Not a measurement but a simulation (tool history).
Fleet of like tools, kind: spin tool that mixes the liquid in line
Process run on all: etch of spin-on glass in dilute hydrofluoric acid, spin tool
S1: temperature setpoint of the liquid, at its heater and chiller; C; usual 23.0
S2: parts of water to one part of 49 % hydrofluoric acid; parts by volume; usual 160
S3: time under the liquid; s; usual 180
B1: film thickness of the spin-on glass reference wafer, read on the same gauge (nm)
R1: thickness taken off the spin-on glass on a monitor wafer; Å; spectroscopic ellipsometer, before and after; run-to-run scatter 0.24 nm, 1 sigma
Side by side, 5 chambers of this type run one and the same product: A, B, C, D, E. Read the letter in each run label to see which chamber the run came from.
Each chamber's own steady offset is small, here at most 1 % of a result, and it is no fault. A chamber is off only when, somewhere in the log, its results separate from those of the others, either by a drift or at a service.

run   hour    S1   S2   S3      B1      R1
 1C   11.8  23.0  160  180  59.994  299.45
 2B   25.3  23.0  160  180  59.998  304.98
      31.0  -- chamber E: hydrofluoric acid flow meter replaced
 3D   34.9  23.0  160  180  60.011  298.39
 4A   42.4  23.0  160  180  59.982  300.91
 5E   49.6  23.0  160  180  59.990  298.50
 6D   63.3  23.0  160  180  60.019  299.72
 7E   75.9  23.0  160  180  59.975  295.99
 8C   84.9  23.0  160  180  59.966  300.26
 9B   95.1  23.0  160  180  59.991  300.05
10A  108.0  23.0  160  180  60.018  297.83
11D  116.4  23.0  160  180  60.027  301.05
     123.1  -- chamber B: hydrofluoric acid flow meter replaced
12B  127.1  23.0  160  180  59.987  304.58
13E  134.6  23.0  160  180  59.994  296.18
14A  147.1  23.0  160  180  59.999  298.52
15C  155.8  23.0  160  180  60.012  300.16
     155.9  -- chamber A: thermometer replaced
16B  169.6  23.0  160  180  59.999  298.63
17E  180.8  23.0  160  180  59.998  299.67
     184.7  -- chamber D: thermometer replaced
18D  194.9  23.0  160  180  60.029  294.93
19A  202.4  23.0  160  180  59.980  286.70
20C  210.6  23.0  160  180  59.989  297.47
21C  223.9  23.0  160  180  60.033  298.58
22E  234.7  23.0  160  180  59.999  300.76
23A  242.6  23.0  160  120  59.990  193.56
24B  256.9  23.0  160  120  59.971  202.77
25D  264.9  23.0  160  120  59.992  197.83
26D  274.1  23.0  160  120  60.007  198.01
27B  280.3  23.0  160  120  60.021  203.42
28A  291.6  23.0  160  180  59.990  280.37
29E  299.6  23.0  160  180  59.980  301.27
30C  308.2  23.0  160  180  59.982  292.46
31E  319.6  23.0  160  180  60.027  301.21
32A  330.0  23.0  160  180  59.980  281.60
33D  342.8  20.5  100  180  59.990  453.59
34C  354.4  20.5  100  180  60.020  455.89
35B  362.2  20.5  100  180  60.016  471.43
36A  369.9  20.5  100  180  60.012  423.00
37C  384.0  20.5  100  180  59.994  459.86
38D  398.1  23.0  160  180  60.000  297.09
39B  407.3  23.0  160  180  59.998  303.27

Has any chamber moved away from the others, gradually or after a service, or does the common gauge drift, or do the chambers differ only by their own small steady offsets? State the chamber and the most likely cause if one applies.

It is chamber A that slowly wanders off from its peers.
What lies behind it: hydrofluoric acid flow below the setpoint (%) = 6.47.

Here are 4 candidates for chamber A's next run, each the usual settings with a change, their results left as question marks. Which one brings its results back in line with what the others give on the usual settings?
Maximum distance from the other chambers' mean on the usual settings for a result to count as in line: R1 8.40 Å
40A-1  417.6  23.0  160  195       ?
40A-2  417.6  23.0  165  170       ?
40A-3  417.6  23.0  180  180       ?
40A-4  417.6  23.0  160  210       ?

Average result of the remaining chambers running the usual settings: R1 298.90 Å
  run      R1
40A-1  298.22
40A-2  250.71
40A-3  239.32
40A-4  321.16
The right change is 40A-1: it brings the chamber back within the allowed miss of the others.

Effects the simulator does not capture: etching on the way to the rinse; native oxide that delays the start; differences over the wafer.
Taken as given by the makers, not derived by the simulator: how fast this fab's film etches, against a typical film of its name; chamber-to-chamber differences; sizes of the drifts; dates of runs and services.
